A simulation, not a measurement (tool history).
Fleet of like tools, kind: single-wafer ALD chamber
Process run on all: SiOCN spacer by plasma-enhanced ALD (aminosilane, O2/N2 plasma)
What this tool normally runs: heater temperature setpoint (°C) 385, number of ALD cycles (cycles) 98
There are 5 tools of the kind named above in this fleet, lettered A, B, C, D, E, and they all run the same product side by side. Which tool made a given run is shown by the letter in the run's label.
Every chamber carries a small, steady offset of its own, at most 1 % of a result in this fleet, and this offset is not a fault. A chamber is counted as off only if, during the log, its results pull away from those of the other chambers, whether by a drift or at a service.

run,day,heater temperature setpoint (°C),number of ALD cycles (cycles),"read-back reference wafer on the same gauge, thickness_nm",mean film thickness on the monitor wafer (nm)
1B,0.121,385,98,5.1716,5.9314
2A,0.217,385,98,5.1704,5.9652
3C,0.375,385,98,5.1736,5.939
4D,0.467,385,98,5.1757,5.857
5E,0.558,392,87,5.1757,5.2285
6D,0.688,392,87,5.1766,5.2186
7C,0.804,392,87,5.1774,5.2628
8A,0.925,392,87,5.18,5.294
9E,1.042,392,87,5.1794,5.2357
10B,1.221,374,98,5.1802,5.9429
11E,1.375,374,98,5.1803,5.9062
12C,1.454,374,98,5.1819,5.9246
13D,1.538,374,98,5.182,5.8889
14B,1.671,374,98,5.1836,5.9418
15A,1.8,385,98,5.1853,5.9634
16C,1.95,385,98,5.1858,5.9428
17A,2.112,385,84,5.1884,5.1077
18E,2.254,385,84,5.1878,5.0529
19D,2.338,385,84,5.1891,5.0498
20B,2.438,385,84,5.1909,5.1029
21E,2.558,385,84,5.1903,5.0648
22D,2.646,385,98,5.191,5.8768
23C,2.812,385,98,5.1935,5.9492
24A,2.942,385,98,5.1945,5.9763
25B,3.067,385,98,5.1955,5.9621
26E,3.2,385,98,5.1963,5.9186
27C,3.371,385,98,5.197,5.9582
28A,3.546,385,98,5.1998,5.9691
29B,3.675,385,98,5.1999,5.9535
30D,3.758,385,98,5.2005,5.906

All chambers now run identical settings, listed one chamber a line with results as question marks. What results will each chamber show?
31A,3.888,398,98,,?
31B,3.888,398,98,,?
31C,3.888,398,98,,?
31D,3.888,398,98,,?
31E,3.888,398,98,,?

run,mean film thickness on the monitor wafer (nm)
31A,5.9811
31B,5.9511
31C,5.9557
31D,5.8975
31E,5.9239
